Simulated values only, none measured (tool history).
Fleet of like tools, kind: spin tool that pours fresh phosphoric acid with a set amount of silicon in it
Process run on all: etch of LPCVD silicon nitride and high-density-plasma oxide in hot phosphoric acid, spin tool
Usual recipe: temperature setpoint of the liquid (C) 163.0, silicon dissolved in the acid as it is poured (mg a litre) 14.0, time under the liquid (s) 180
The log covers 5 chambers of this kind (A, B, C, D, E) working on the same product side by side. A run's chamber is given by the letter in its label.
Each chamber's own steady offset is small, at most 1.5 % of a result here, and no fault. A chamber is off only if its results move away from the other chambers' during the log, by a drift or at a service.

| run | hour | temperature setpoint of the liquid (C) | silicon dissolved in the acid as it is poured (mg a litre) | time under the liquid (s) | hours since the thermometer was replaced | hours since the dissolved silicon flow meter was replaced | hours since the heated supply line was repaired | read-back film thickness of the LPCVD silicon nitride reference wafer, read on the same gauge (nm) | read-back film thickness of the high-density-plasma oxide reference wafer, read on the same gauge (nm) | thickness taken off the LPCVD silicon nitride on a monitor wafer (angstrom) | thickness taken off the high-density-plasma oxide on a monitor wafer (angstrom) |
|---|---|---|---|---|---|---|---|---|---|---|---|
| 1A | 12.5 | 163.0 | 14.0 | 180 | 1760.0 | 1053.4 | 108.9 | 149.95 | 110.01 | 187.29 | 9.3976 |
| 2D | 19.0 | 163.0 | 14.0 | 180 | 380.4 | 624.2 | 57.8 | 150.03 | 110.02 | 190.06 | 8.5782 |
| 3C | 33.1 | 163.0 | 14.0 | 180 | 320.8 | 1077.9 | 2086.3 | 149.98 | 109.97 | 186.48 | 8.9511 |
| 4E | 41.9 | 163.0 | 14.0 | 180 | 320.6 | 1023.0 | 2254.7 | 149.99 | 109.96 | 187.54 | 8.8655 |
| 5B | 50.3 | 163.0 | 14.0 | 180 | 1238.0 | 67.0 | 1270.9 | 150.02 | 110.00 | 185.49 | 9.0523 |
| 6C | 58.3 | 163.0 | 14.0 | 180 | 346.0 | 1103.1 | 2111.5 | 149.97 | 109.99 | 186.30 | 8.8180 |
| 7A | 69.1 | 165.5 | 14.0 | 140 | 1816.6 | 1110.0 | 165.5 | 149.99 | 110.02 | 157.38 | 8.4083 |
| 8E | 77.2 | 165.5 | 14.0 | 140 | 355.9 | 1058.3 | 2290.0 | 150.00 | 110.00 | 158.86 | 8.6528 |
| 9B | 88.6 | 165.5 | 14.0 | 140 | 1276.3 | 105.3 | 1309.2 | 150.02 | 110.00 | 158.96 | 7.7471 |
| 10D | 96.7 | 165.5 | 14.0 | 140 | 458.1 | 701.9 | 135.5 | 149.98 | 109.98 | 160.93 | 8.1146 |
|  | 106.7 | chamber C: dissolved silicon flow meter replaced |
| 11A | 109.0 | 165.5 | 14.0 | 140 | 1856.5 | 1149.9 | 205.4 | 149.98 | 110.01 | 156.75 | 8.2206 |
| 12D | 116.0 | 163.0 | 14.0 | 180 | 477.4 | 721.2 | 154.8 | 149.99 | 109.99 | 185.29 | 9.1185 |
| 13B | 123.6 | 163.0 | 6.0 | 180 | 1311.3 | 140.3 | 1344.2 | 149.97 | 109.98 | 185.50 | 10.1910 |
| 14E | 132.2 | 163.0 | 6.0 | 180 | 410.9 | 1113.3 | 2345.0 | 149.98 | 110.02 | 189.83 | 10.4750 |
| 15C | 144.3 | 163.0 | 6.0 | 180 | 432.0 | 37.6 | 2197.5 | 150.01 | 110.02 | 185.56 | 10.1680 |
| 16A | 158.7 | 163.0 | 6.0 | 180 | 1906.2 | 1199.6 | 255.1 | 150.02 | 110.02 | 187.40 | 10.4430 |
| 17C | 167.4 | 163.0 | 6.0 | 180 | 455.1 | 60.7 | 2220.6 | 150.02 | 110.02 | 188.73 | 10.5840 |
|  | 168.1 | chamber E: dissolved silicon flow meter replaced |
| 18D | 173.7 | 163.0 | 9.5 | 110 | 535.1 | 778.9 | 212.5 | 149.98 | 110.02 | 115.79 | 6.1399 |
| 19B | 180.9 | 163.0 | 9.5 | 110 | 1368.6 | 197.6 | 1401.5 | 149.98 | 109.98 | 112.34 | 6.0095 |
| 20E | 187.7 | 163.0 | 9.5 | 110 | 466.4 | 19.7 | 2400.5 | 149.99 | 109.99 | 115.32 | 5.8325 |
| 21C | 195.2 | 163.0 | 9.5 | 110 | 482.9 | 88.5 | 2248.4 | 150.00 | 109.96 | 113.87 | 6.3198 |
| 22E | 205.2 | 163.0 | 9.5 | 110 | 483.9 | 37.2 | 2418.0 | 149.97 | 110.00 | 114.38 | 5.7061 |
| 23A | 214.5 | 163.0 | 14.0 | 180 | 1962.0 | 1255.4 | 310.9 | 149.98 | 109.98 | 187.85 | 8.7259 |
| 24B | 223.8 | 163.0 | 14.0 | 180 | 1411.5 | 240.5 | 1444.4 | 150.00 | 110.02 | 185.04 | 8.4480 |
| 25D | 237.5 | 163.0 | 17.5 | 180 | 598.9 | 842.7 | 276.3 | 150.00 | 110.02 | 188.24 | 7.8160 |
| 26E | 244.6 | 163.0 | 17.5 | 180 | 523.3 | 76.6 | 2457.4 | 150.00 | 110.04 | 185.20 | 7.8537 |
| 27C | 258.8 | 163.0 | 17.5 | 180 | 546.5 | 152.1 | 2312.0 | 150.02 | 110.01 | 183.42 | 8.2686 |
| 28D | 265.4 | 163.0 | 17.5 | 180 | 626.8 | 870.6 | 304.2 | 149.98 | 109.98 | 187.94 | 8.0759 |
| 29A | 275.8 | 163.0 | 17.5 | 180 | 2023.3 | 1316.7 | 372.2 | 149.98 | 110.03 | 187.44 | 8.4585 |
| 30B | 283.1 | 163.0 | 14.0 | 180 | 1470.8 | 299.8 | 1503.7 | 150.00 | 109.96 | 186.58 | 8.8001 |
| 31B | 290.7 | 163.0 | 14.0 | 180 | 1478.4 | 307.4 | 1511.3 | 149.99 | 110.03 | 186.71 | 8.7625 |
| 32D | 301.8 | 165.0 | 14.0 | 180 | 663.2 | 907.0 | 340.6 | 150.03 | 110.01 | 198.99 | 10.2340 |
| 33A | 310.6 | 165.0 | 14.0 | 180 | 2058.1 | 1351.5 | 407.0 | 150.00 | 110.01 | 198.37 | 10.1760 |

One chamber off, gauge drift, or nothing amiss beyond the chambers' own small offsets? If it is a chamber, which one, and what is the likeliest cause?

Beyond each chamber's small constant offset nothing stands out, and the gauge stays steady.
